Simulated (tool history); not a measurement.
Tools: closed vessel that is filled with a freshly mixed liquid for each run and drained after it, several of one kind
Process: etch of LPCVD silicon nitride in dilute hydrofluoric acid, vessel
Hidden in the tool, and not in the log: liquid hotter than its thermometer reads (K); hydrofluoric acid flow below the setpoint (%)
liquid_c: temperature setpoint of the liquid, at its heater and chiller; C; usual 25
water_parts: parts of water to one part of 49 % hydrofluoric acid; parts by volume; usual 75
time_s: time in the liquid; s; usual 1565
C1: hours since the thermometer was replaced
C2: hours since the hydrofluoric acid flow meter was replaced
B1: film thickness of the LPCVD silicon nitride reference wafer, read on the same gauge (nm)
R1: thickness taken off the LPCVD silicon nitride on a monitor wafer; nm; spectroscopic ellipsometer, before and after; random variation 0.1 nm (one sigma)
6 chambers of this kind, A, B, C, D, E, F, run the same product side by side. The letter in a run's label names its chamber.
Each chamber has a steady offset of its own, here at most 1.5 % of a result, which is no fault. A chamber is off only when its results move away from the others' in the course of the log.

run 1F hour=6.4 | liquid_c=25 water_parts=75 time_s=1565 | C1=733.9 C2=688.1 | B1=129.94 | R1=12.243
run 2C hour=15.2 | liquid_c=25 water_parts=75 time_s=1565 | C1=330.9 C2=537.2 | B1=130.07 | R1=12.044
run 3B hour=21.6 | liquid_c=25 water_parts=75 time_s=1565 | C1=264.5 C2=727.5 | B1=130.05 | R1=12.136
-- hour=31.7 chamber F: hydrofluoric acid flow meter replaced
run 4D hour=33.9 | liquid_c=25 water_parts=75 time_s=1565 | C1=91.3 C2=138.5 | B1=130 | R1=12.205
run 5A hour=41 | liquid_c=25 water_parts=75 time_s=1565 | C1=408.7 C2=655.4 | B1=130.04 | R1=12.224
run 6E hour=50.8 | liquid_c=25 water_parts=75 time_s=1565 | C1=923.3 C2=1769.4 | B1=130.04 | R1=12.064
run 7F hour=57.1 | liquid_c=25 water_parts=75 time_s=1565 | C1=784.6 C2=25.5 | B1=130.02 | R1=12.389
run 8C hour=66.5 | liquid_c=25 water_parts=75 time_s=1565 | C1=382.2 C2=588.5 | B1=130.01 | R1=12.099
run 9A hour=72.7 | liquid_c=25 water_parts=75 time_s=1565 | C1=440.4 C2=687.1 | B1=130 | R1=12.168
run 10E hour=81.6 | liquid_c=25 water_parts=75 time_s=1565 | C1=954.1 C2=1800.2 | B1=129.97 | R1=12.001
run 11D hour=93.5 | liquid_c=25 water_parts=75 time_s=1565 | C1=150.9 C2=198.1 | B1=130 | R1=12.184
-- hour=96.2 chamber A: hydrofluoric acid flow meter replaced
run 12B hour=99.6 | liquid_c=25 water_parts=75 time_s=1565 | C1=342.5 C2=805.5 | B1=130 | R1=12.14
run 13C hour=109.8 | liquid_c=25 water_parts=75 time_s=1565 | C1=425.5 C2=631.8 | B1=130 | R1=12.097
run 14E hour=121.5 | liquid_c=25 water_parts=75 time_s=1565 | C1=994 C2=1840.1 | B1=130.04 | R1=12.148
run 15B hour=133.4 | liquid_c=22.5 water_parts=75 time_s=1565 | C1=376.3 C2=839.3 | B1=130.01 | R1=10.489
run 16A hour=141.3 | liquid_c=22.5 water_parts=75 time_s=1565 | C1=509 C2=45.2 | B1=130.03 | R1=10.513
-- hour=148.2 chamber B: hydrofluoric acid flow meter replaced
run 17D hour=148.7 | liquid_c=22.5 water_parts=75 time_s=1565 | C1=206.1 C2=253.3 | B1=129.96 | R1=10.354
run 18F hour=156.3 | liquid_c=22.5 water_parts=75 time_s=1565 | C1=883.8 C2=124.7 | B1=130 | R1=10.32
run 19D hour=162.9 | liquid_c=22.5 water_parts=75 time_s=1565 | C1=220.3 C2=267.5 | B1=130.02 | R1=10.31
run 20A hour=169.8 | liquid_c=22.5 water_parts=75 time_s=1565 | C1=537.5 C2=73.7 | B1=129.97 | R1=10.695
run 21E hour=182.1 | liquid_c=25 water_parts=75 time_s=1565 | C1=1054.6 C2=1900.7 | B1=130.02 | R1=12.13
run 22C hour=189.6 | liquid_c=25 water_parts=75 time_s=1565 | C1=505.3 C2=711.6 | B1=130.02 | R1=11.951
run 23F hour=199.9 | liquid_c=25 water_parts=75 time_s=1565 | C1=927.4 C2=168.3 | B1=129.98 | R1=12.276
run 24B hour=212 | liquid_c=25 water_parts=75 time_s=1565 | C1=454.9 C2=63.8 | B1=129.97 | R1=12.075
run 25A hour=218.6 | liquid_c=25 water_parts=75 time_s=1565 | C1=586.3 C2=122.5 | B1=129.98 | R1=12.742
run 26F hour=227.8 | liquid_c=25 water_parts=50 time_s=1565 | C1=955.3 C2=196.2 | B1=130 | R1=18.337
run 27D hour=234.6 | liquid_c=25 water_parts=50 time_s=1565 | C1=292 C2=339.2 | B1=129.95 | R1=18.588
run 28E hour=242.7 | liquid_c=25 water_parts=50 time_s=1565 | C1=1115.2 C2=1961.3 | B1=129.97 | R1=17.867
run 29B hour=249.7 | liquid_c=25 water_parts=50 time_s=1565 | C1=492.6 C2=101.5 | B1=130.04 | R1=17.988
run 30C hour=260.5 | liquid_c=25 water_parts=50 time_s=1565 | C1=576.2 C2=782.5 | B1=130 | R1=18.269
run 31B hour=270.5 | liquid_c=25 water_parts=50 time_s=1565 | C1=513.4 C2=122.3 | B1=129.96 | R1=17.7
run 32E hour=278 | liquid_c=25 water_parts=75 time_s=1565 | C1=1150.5 C2=1996.6 | B1=130 | R1=11.994
run 33D hour=287.5 | liquid_c=25 water_parts=75 time_s=1565 | C1=344.9 C2=392.1 | B1=130.03 | R1=12.275
run 34F hour=297 | liquid_c=25 water_parts=75 time_s=1565 | C1=1024.5 C2=265.4 | B1=129.97 | R1=12.145
run 35A hour=305.2 | liquid_c=25 water_parts=75 time_s=1565 | C1=672.9 C2=209.1 | B1=129.98 | R1=12.967
run 36C hour=313 | liquid_c=25 water_parts=75 time_s=1565 | C1=628.7 C2=835 | B1=129.99 | R1=12.198
run 37B hour=322.3 | liquid_c=25 water_parts=75 time_s=1565 | C1=565.2 C2=174.1 | B1=130.01 | R1=11.982
run 38C hour=331 | liquid_c=25 water_parts=75 time_s=1565 | C1=646.7 C2=853 | B1=130.04 | R1=12.127

All 6 chambers run these settings next. Forecast each chamber's results:
run 39A hour=339.9 | liquid_c=26.5 water_parts=75 time_s=1565 | R1=?
run 39B hour=339.9 | liquid_c=26.5 water_parts=75 time_s=1565 | R1=?
run 39C hour=339.9 | liquid_c=26.5 water_parts=75 time_s=1565 | R1=?
run 39D hour=339.9 | liquid_c=26.5 water_parts=75 time_s=1565 | R1=?
run 39E hour=339.9 | liquid_c=26.5 water_parts=75 time_s=1565 | R1=?
run 39F hour=339.9 | liquid_c=26.5 water_parts=75 time_s=1565 | R1=?

run=39A R1=14.511
run=39B R1=13.408
run=39C R1=13.236
run=39D R1=13.627
run=39E R1=13.214
run=39F R1=13.517
